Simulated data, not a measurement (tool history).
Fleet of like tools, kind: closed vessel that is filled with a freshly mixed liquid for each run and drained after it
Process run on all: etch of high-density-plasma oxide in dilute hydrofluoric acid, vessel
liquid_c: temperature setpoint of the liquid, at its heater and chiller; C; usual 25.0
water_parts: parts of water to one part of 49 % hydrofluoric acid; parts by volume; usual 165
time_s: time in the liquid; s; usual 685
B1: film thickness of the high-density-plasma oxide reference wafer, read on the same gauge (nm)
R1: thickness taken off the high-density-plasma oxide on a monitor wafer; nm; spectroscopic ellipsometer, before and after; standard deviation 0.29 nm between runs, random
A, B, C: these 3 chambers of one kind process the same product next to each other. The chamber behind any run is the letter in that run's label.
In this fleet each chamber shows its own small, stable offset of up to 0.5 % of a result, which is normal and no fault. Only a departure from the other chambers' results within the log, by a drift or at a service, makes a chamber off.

Run 1C, hour 9.4: usual settings; B1 139.96. Result: R1 31.574 nm.
Run 2A, hour 20.1: usual settings; B1 139.95. Result: R1 31.750 nm.
Run 3B, hour 26.0: usual settings; B1 140.01. Result: R1 31.205 nm.
Run 4C, hour 34.0: usual settings; B1 140.01. Result: R1 31.083 nm.
Run 5B, hour 41.6: usual settings but liquid_c 29.0 C, time_s 305 s; B1 139.99. Result: R1 16.135 nm.
Run 6A, hour 46.7: usual settings but liquid_c 29.0 C, time_s 305 s; B1 139.94. Result: R1 16.415 nm.
Run 7A, hour 54.3: usual settings but liquid_c 29.0 C, time_s 305 s; B1 140.00. Result: R1 16.435 nm.
Run 8C, hour 64.8: usual settings; B1 140.00. Result: R1 31.131 nm.
Run 9B, hour 75.2: usual settings; B1 140.04. Result: R1 31.075 nm.
Run 10B, hour 82.5: usual settings; B1 139.98. Result: R1 31.383 nm.
At hour 85.3: chamber A: hydrofluoric acid flow meter replaced.
Run 11C, hour 91.3: usual settings; B1 140.02. Result: R1 31.909 nm.
Run 12A, hour 101.3: usual settings but time_s 385 s; B1 140.02. Result: R1 17.809 nm.
Run 13C, hour 109.1: usual settings but time_s 385 s; B1 139.99. Result: R1 17.441 nm.
Run 14A, hour 114.3: usual settings but time_s 385 s; B1 140.03. Result: R1 17.564 nm.
At hour 115.1: chamber B: hydrofluoric acid flow meter replaced.
Run 15B, hour 123.5: usual settings but liquid_c 27.5 C, water_parts 115 parts by volume; B1 140.00. Result: R1 53.305 nm.
Run 16B, hour 131.1: usual settings but liquid_c 27.5 C, water_parts 115 parts by volume; B1 139.97. Result: R1 52.406 nm.
Run 17C, hour 137.8: usual settings but liquid_c 27.5 C, water_parts 115 parts by volume; B1 140.03. Result: R1 53.695 nm.
Run 18A, hour 146.0: usual settings; B1 139.99. Result: R1 31.139 nm.
Run 19C, hour 153.1: usual settings; B1 140.00. Result: R1 31.571 nm.
Run 20A, hour 163.9: usual settings; B1 140.03. Result: R1 31.378 nm.
Run 21B, hour 170.6: usual settings; B1 139.99. Result: R1 31.933 nm.
Run 22B, hour 180.5: usual settings; B1 140.02. Result: R1 31.364 nm.
Run 23C, hour 190.0: usual settings but time_s 1045 s; B1 139.99. Result: R1 48.712 nm.
Run 24A, hour 196.8: usual settings but time_s 1045 s; B1 139.99. Result: R1 48.253 nm.
Run 25A, hour 202.5: usual settings but time_s 1045 s; B1 139.97. Result: R1 47.749 nm.
Run 26B, hour 213.0: usual settings; B1 139.99. Result: R1 32.605 nm.
Run 27C, hour 223.5: usual settings but time_s 1000 s; B1 140.02. Result: R1 45.641 nm.
Run 28A, hour 234.4: usual settings but time_s 1000 s; B1 139.98. Result: R1 45.939 nm.
Run 29B, hour 245.1: usual settings but time_s 1000 s; B1 139.99. Result: R1 48.751 nm.
Run 30C, hour 251.9: usual settings; B1 140.04. Result: R1 31.598 nm.
Run 31C, hour 256.9: usual settings; B1 140.04. Result: R1 31.098 nm.
Run 32A, hour 264.8: usual settings; B1 140.02. Result: R1 31.189 nm.
Run 33B, hour 272.4: usual settings; B1 139.96. Result: R1 32.931 nm.
Run 34C, hour 279.0: usual settings; B1 140.00. Result: R1 32.004 nm.
Run 35A, hour 288.2: usual settings; B1 140.01. Result: R1 31.516 nm.

Each of the 3 chambers runs these same settings next. Fill in every chamber's results:
Run 36A, hour 296.1: usual settings. Result: R1 ?.
Run 36B, hour 296.1: usual settings. Result: R1 ?.
Run 36C, hour 296.1: usual settings. Result: R1 ?.

run      R1
36A  31.538
36B  33.915
36C  31.504
